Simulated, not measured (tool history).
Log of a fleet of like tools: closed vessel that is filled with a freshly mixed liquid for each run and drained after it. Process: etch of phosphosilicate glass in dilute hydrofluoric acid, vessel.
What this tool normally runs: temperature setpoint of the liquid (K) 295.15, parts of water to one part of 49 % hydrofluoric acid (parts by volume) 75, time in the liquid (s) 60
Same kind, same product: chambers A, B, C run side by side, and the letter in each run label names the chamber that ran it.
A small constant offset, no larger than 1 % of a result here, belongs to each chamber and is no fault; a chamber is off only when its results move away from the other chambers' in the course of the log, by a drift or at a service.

| run | hour | temperature setpoint of the liquid (K) | parts of water to one part of 49 % hydrofluoric acid (parts by volume) | time in the liquid (s) | hours since the thermometer was replaced | hours since the hydrofluoric acid flow meter was replaced | read-back film thickness of the phosphosilicate glass reference wafer, read on the same gauge (nm) | thickness taken off the phosphosilicate glass on a monitor wafer (angstrom) |
|---|---|---|---|---|---|---|---|---|
| 1B | 13.8 | 295.15 | 75 | 60 | 293.7 | 585.9 | 79.998 | 951.03 |
| 2C | 25.6 | 295.15 | 75 | 60 | 2199.9 | 1746.3 | 80.019 | 959.1 |
| 3A | 32.7 | 295.15 | 75 | 60 | 183.9 | 642.5 | 79.968 | 955.44 |
| 4C | 46.4 | 295.15 | 75 | 60 | 2220.7 | 1767.1 | 80 | 943.82 |
| 5A | 53.5 | 295.15 | 75 | 60 | 204.7 | 663.3 | 80.003 | 949.7 |
| 6B | 68.4 | 295.15 | 75 | 60 | 348.3 | 640.5 | 79.99 | 916.36 |
| 7B | 82.8 | 295.15 | 75 | 60 | 362.7 | 654.9 | 79.983 | 921.1 |
| 8C | 97.8 | 295.15 | 75 | 60 | 2272.1 | 1818.5 | 80.03 | 930.46 |
| 9A | 106.6 | 295.15 | 75 | 60 | 257.8 | 716.4 | 79.966 | 946.07 |
| 10A | 114.9 | 295.15 | 75 | 60 | 266.1 | 724.7 | 80.048 | 943.43 |
| 11B | 127.8 | 295.15 | 75 | 60 | 407.7 | 699.9 | 79.991 | 927.41 |
| 12C | 136.8 | 295.15 | 75 | 60 | 2311.1 | 1857.5 | 80.019 | 940.61 |
| 13B | 143.8 | 295.15 | 75 | 60 | 423.7 | 715.9 | 79.934 | 913.12 |
| 14A | 151.3 | 295.15 | 75 | 60 | 302.5 | 761.1 | 80.036 | 970.09 |
| 15C | 163.3 | 295.15 | 75 | 60 | 2337.6 | 1884 | 79.988 | 948.96 |
| 16C | 170.3 | 295.15 | 75 | 60 | 2344.6 | 1891 | 79.983 | 940.75 |
| 17A | 179.8 | 295.15 | 75 | 60 | 331 | 789.6 | 80.022 | 948.33 |
| 18B | 190.7 | 295.15 | 75 | 60 | 470.6 | 762.8 | 80.027 | 897.24 |
| 19C | 203.5 | 295.15 | 75 | 60 | 2377.8 | 1924.2 | 80.034 | 941.5 |
| 20B | 212 | 295.15 | 40 | 60 | 491.9 | 784.1 | 80.015 | 1744.4 |
| 21A | 218.7 | 295.15 | 40 | 60 | 369.9 | 828.5 | 79.998 | 1821.5 |
| 22B | 231 | 295.15 | 40 | 60 | 510.9 | 803.1 | 80.036 | 1714.9 |
| 23C | 245.8 | 295.15 | 75 | 60 | 2420.1 | 1966.5 | 79.972 | 930.27 |
| 24A | 254.3 | 295.15 | 75 | 60 | 405.5 | 864.1 | 79.966 | 945.58 |

One chamber off, gauge drift, or nothing amiss beyond the chambers' own small offsets? If it is a chamber, which one, and what is the likeliest cause?

It is chamber B that slowly wanders off from its peers.
Most likely cause: liquid colder than its thermometer reads (K) = 1.63.
The log may not tell that from: hydrofluoric acid flow below the setpoint (%).

Which of the 4 candidates below, each the usual settings with something changed and its results left as question marks, puts chamber B back in line with what the other chambers give on the usual settings?
In line means no further than this from the other chambers' mean on the usual settings: thickness taken off the phosphosilicate glass on a monitor wafer (angstrom) 29
| 25B-1 | 265.1 | 298.15 | 75 | 60 |  |  |  | ? |
| 25B-2 | 265.1 | 295.15 | 80 | 60 |  |  |  | ? |
| 25B-3 | 265.1 | 296.65 | 75 | 60 |  |  |  | ? |
| 25B-4 | 265.1 | 295.15 | 85 | 60 |  |  |  | ? |

Average result of the remaining chambers running the usual settings: thickness taken off the phosphosilicate glass on a monitor wafer (angstrom) 947.98
| run | thickness taken off the phosphosilicate glass on a monitor wafer (angstrom) |
|---|---|
| 25B-1 | 991.66 |
| 25B-2 | 818.44 |
| 25B-3 | 933.13 |
| 25B-4 | 766.04 |
The right change is 25B-3: it brings the chamber back within the allowed miss of the others.

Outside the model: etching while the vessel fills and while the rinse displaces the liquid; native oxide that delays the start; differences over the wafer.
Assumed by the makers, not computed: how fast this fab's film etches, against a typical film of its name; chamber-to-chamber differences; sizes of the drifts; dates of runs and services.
